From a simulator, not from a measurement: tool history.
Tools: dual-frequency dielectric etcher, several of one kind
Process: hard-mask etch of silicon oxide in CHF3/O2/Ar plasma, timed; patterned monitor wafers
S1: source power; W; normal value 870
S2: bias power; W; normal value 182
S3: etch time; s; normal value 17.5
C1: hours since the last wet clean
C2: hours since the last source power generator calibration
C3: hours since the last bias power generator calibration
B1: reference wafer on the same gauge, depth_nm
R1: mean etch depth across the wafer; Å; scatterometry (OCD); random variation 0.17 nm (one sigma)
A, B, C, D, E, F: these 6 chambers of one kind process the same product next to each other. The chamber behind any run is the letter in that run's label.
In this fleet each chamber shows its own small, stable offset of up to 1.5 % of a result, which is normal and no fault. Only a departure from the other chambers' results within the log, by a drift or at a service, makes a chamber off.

{"hour": 2.3, "done": "chamber E: source power generator calibrated"}
{"run": "1A", "hour": 9.1, "S1": 870, "S2": 182, "S3": 17.5, "C1": 12.1, "C2": 402.6, "C3": 2464.7, "B1": 44.542, "R1": 397.41}
{"run": "2E", "hour": 20.7, "S1": 870, "S2": 182, "S3": 17.5, "C1": 177.0, "C2": 18.5, "C3": 894.7, "B1": 44.502, "R1": 399.06}
{"run": "3D", "hour": 30.5, "S1": 870, "S2": 182, "S3": 17.5, "C1": 176.3, "C2": 1059.1, "C3": 242.0, "B1": 44.485, "R1": 400.91}
{"run": "4C", "hour": 41.8, "S1": 870, "S2": 182, "S3": 17.5, "C1": 209.4, "C2": 3860.7, "C3": 1397.7, "B1": 44.476, "R1": 407.58}
{"run": "5F", "hour": 54.2, "S1": 870, "S2": 182, "S3": 17.5, "C1": 139.3, "C2": 1882.3, "C3": 119.5, "B1": 44.481, "R1": 398.67}
{"run": "6B", "hour": 67.6, "S1": 870, "S2": 182, "S3": 17.5, "C1": 144.6, "C2": 768.4, "C3": 1482.3, "B1": 44.501, "R1": 405.39}
{"run": "7A", "hour": 76.0, "S1": 870, "S2": 182, "S3": 17.5, "C1": 79.0, "C2": 469.5, "C3": 2531.6, "B1": 44.49, "R1": 396.56}
{"run": "8D", "hour": 82.6, "S1": 870, "S2": 182, "S3": 17.5, "C1": 228.4, "C2": 1111.2, "C3": 294.1, "B1": 44.489, "R1": 396.6}
{"run": "9F", "hour": 91.4, "S1": 870, "S2": 182, "S3": 17.5, "C1": 176.5, "C2": 1919.5, "C3": 156.7, "B1": 44.472, "R1": 402.46}
{"run": "10C", "hour": 104.3, "S1": 870, "S2": 182, "S3": 17.5, "C1": 271.9, "C2": 3923.2, "C3": 1460.2, "B1": 44.526, "R1": 406.29}
{"run": "11E", "hour": 115.6, "S1": 870, "S2": 182, "S3": 17.5, "C1": 271.9, "C2": 113.4, "C3": 989.6, "B1": 44.482, "R1": 403.76}
{"run": "12B", "hour": 130.6, "S1": 870, "S2": 182, "S3": 17.5, "C1": 207.6, "C2": 831.4, "C3": 1545.3, "B1": 44.462, "R1": 403.1}
{"run": "13F", "hour": 141.2, "S1": 870, "S2": 182, "S3": 17.5, "C1": 226.3, "C2": 1969.3, "C3": 206.5, "B1": 44.557, "R1": 401.57}
{"run": "14D", "hour": 151.9, "S1": 870, "S2": 182, "S3": 17.5, "C1": 297.7, "C2": 1180.5, "C3": 363.4, "B1": 44.477, "R1": 401.16}
{"hour": 154.2, "done": "chamber C: wet clean of the chamber"}
{"run": "15E", "hour": 165.1, "S1": 870, "S2": 182, "S3": 17.5, "C1": 321.4, "C2": 162.9, "C3": 1039.1, "B1": 44.502, "R1": 401.27}
{"run": "16B", "hour": 175.4, "S1": 870, "S2": 182, "S3": 17.5, "C1": 252.4, "C2": 876.2, "C3": 1590.1, "B1": 44.528, "R1": 402.75}
{"run": "17A", "hour": 186.5, "S1": 870, "S2": 182, "S3": 17.5, "C1": 189.5, "C2": 580.0, "C3": 2642.1, "B1": 44.486, "R1": 396.46}
{"run": "18C", "hour": 197.9, "S1": 990, "S2": 182, "S3": 15.0, "C1": 43.7, "C2": 4016.8, "C3": 1553.8, "B1": 44.458, "R1": 366.79}
{"run": "19D", "hour": 205.1, "S1": 990, "S2": 182, "S3": 15.0, "C1": 350.9, "C2": 1233.7, "C3": 416.6, "B1": 44.51, "R1": 359.91}
{"run": "20C", "hour": 214.0, "S1": 990, "S2": 182, "S3": 15.0, "C1": 59.8, "C2": 4032.9, "C3": 1569.9, "B1": 44.472, "R1": 364.79}
{"hour": 219.2, "done": "chamber D: wet clean of the chamber"}
{"run": "21A", "hour": 221.9, "S1": 990, "S2": 182, "S3": 15.0, "C1": 224.9, "C2": 615.4, "C3": 2677.5, "B1": 44.514, "R1": 357.67}
{"run": "22B", "hour": 232.4, "S1": 990, "S2": 182, "S3": 15.0, "C1": 309.4, "C2": 933.2, "C3": 1647.1, "B1": 44.487, "R1": 361.54}
{"run": "23E", "hour": 240.9, "S1": 990, "S2": 182, "S3": 15.0, "C1": 397.2, "C2": 238.7, "C3": 1114.9, "B1": 44.492, "R1": 361.49}
{"hour": 241.8, "done": "chamber A: bias power generator calibrated"}
{"hour": 246.2, "done": "chamber F: source power generator calibrated"}
{"run": "24F", "hour": 248.5, "S1": 870, "S2": 182, "S3": 17.5, "C1": 333.6, "C2": 2.3, "C3": 313.8, "B1": 44.498, "R1": 399.56}
{"run": "25C", "hour": 256.7, "S1": 870, "S2": 182, "S3": 19.5, "C1": 102.5, "C2": 4075.6, "C3": 1612.6, "B1": 44.555, "R1": 454.6}
{"run": "26B", "hour": 268.4, "S1": 870, "S2": 182, "S3": 19.5, "C1": 345.4, "C2": 969.2, "C3": 1683.1, "B1": 44.473, "R1": 450.63}
{"run": "27A", "hour": 278.5, "S1": 870, "S2": 182, "S3": 19.5, "C1": 281.5, "C2": 672.0, "C3": 36.7, "B1": 44.446, "R1": 444.94}
{"run": "28D", "hour": 285.3, "S1": 870, "S2": 182, "S3": 19.5, "C1": 66.2, "C2": 1313.9, "C3": 496.8, "B1": 44.499, "R1": 419.3}
{"run": "29F", "hour": 299.2, "S1": 870, "S2": 182, "S3": 19.5, "C1": 384.3, "C2": 53.0, "C3": 364.5, "B1": 44.492, "R1": 444.08}
{"run": "30E", "hour": 310.9, "S1": 870, "S2": 182, "S3": 19.5, "C1": 467.2, "C2": 308.7, "C3": 1184.9, "B1": 44.529, "R1": 446.48}
{"run": "31E", "hour": 323.7, "S1": 870, "S2": 182, "S3": 17.5, "C1": 480.0, "C2": 321.5, "C3": 1197.7, "B1": 44.527, "R1": 400.58}
{"run": "32D", "hour": 336.7, "S1": 870, "S2": 182, "S3": 17.5, "C1": 117.6, "C2": 1365.3, "C3": 548.2, "B1": 44.469, "R1": 377.03}
{"run": "33B", "hour": 348.8, "S1": 940, "S2": 182, "S3": 21.0, "C1": 425.8, "C2": 1049.6, "C3": 1763.5, "B1": 44.494, "R1": 500.19}
{"run": "34C", "hour": 360.7, "S1": 940, "S2": 182, "S3": 21.0, "C1": 206.5, "C2": 4179.6, "C3": 1716.6, "B1": 44.503, "R1": 503.73}
{"run": "35F", "hour": 370.5, "S1": 940, "S2": 182, "S3": 21.0, "C1": 455.6, "C2": 124.3, "C3": 435.8, "B1": 44.505, "R1": 495.45}
{"hour": 375.6, "done": "chamber E: wet clean of the chamber"}
{"run": "36A", "hour": 385.0, "S1": 940, "S2": 182, "S3": 21.0, "C1": 388.0, "C2": 778.5, "C3": 143.2, "B1": 44.496, "R1": 491.1}
{"run": "37B", "hour": 399.2, "S1": 940, "S2": 182, "S3": 21.0, "C1": 476.2, "C2": 1100.0, "C3": 1813.9, "B1": 44.48, "R1": 502.06}
{"run": "38E", "hour": 409.2, "S1": 940, "S2": 182, "S3": 21.0, "C1": 33.6, "C2": 407.0, "C3": 1283.2, "B1": 44.494, "R1": 495.75}
{"run": "39D", "hour": 424.2, "S1": 870, "S2": 182, "S3": 17.5, "C1": 205.1, "C2": 1452.8, "C3": 635.7, "B1": 44.469, "R1": 380.19}
{"run": "40A", "hour": 435.4, "S1": 870, "S2": 182, "S3": 17.5, "C1": 438.4, "C2": 828.9, "C3": 193.6, "B1": 44.51, "R1": 398.63}
{"run": "41F", "hour": 448.8, "S1": 870, "S2": 182, "S3": 17.5, "C1": 533.9, "C2": 202.6, "C3": 514.1, "B1": 44.529, "R1": 401.19}
{"run": "42C", "hour": 459.6, "S1": 870, "S2": 182, "S3": 17.5, "C1": 305.4, "C2": 4278.5, "C3": 1815.5, "B1": 44.495, "R1": 406.45}
{"run": "43D", "hour": 467.0, "S1": 870, "S2": 182, "S3": 17.5, "C1": 247.9, "C2": 1495.6, "C3": 678.5, "B1": 44.46, "R1": 378.29}
{"run": "44A", "hour": 480.8, "S1": 870, "S2": 182, "S3": 17.5, "C1": 483.8, "C2": 874.3, "C3": 239.0, "B1": 44.492, "R1": 397.78}

Is one chamber out of step, is the gauge drifting, or do the chambers differ by no more than their own small offsets? For an off chamber, give its letter and the likeliest cause.

Chamber D came out of a service off from its peers and stayed that way.
What lies behind it: etch rate under this chamber's usual, % = 5.05.

Below are 4 candidate recipes for chamber D's next run, each the usual settings with a change, their results shown as question marks. Which of them brings D's results back in line with what the other chambers give on the usual settings?
Counts as in line when no further than this from what the other chambers average on the usual settings: R1 5.80 Å
{"run": "45D-1", "hour": 491.6, "S1": 870, "S2": 182, "S3": 18.5, "R1": "?"}
{"run": "45D-2", "hour": 491.6, "S1": 860, "S2": 182, "S3": 16.5, "R1": "?"}
{"run": "45D-3", "hour": 491.6, "S1": 810, "S2": 182, "S3": 17.5, "R1": "?"}
{"run": "45D-4", "hour": 491.6, "S1": 870, "S2": 182, "S3": 18.0, "R1": "?"}

Mean of the other chambers on the usual settings: R1 401.87 Å
run=45D-1 R1=400.92
run=45D-2 R1=355.99
run=45D-3 R1=368.94
run=45D-4 R1=390.08
45D-1 brings the chamber back in line.
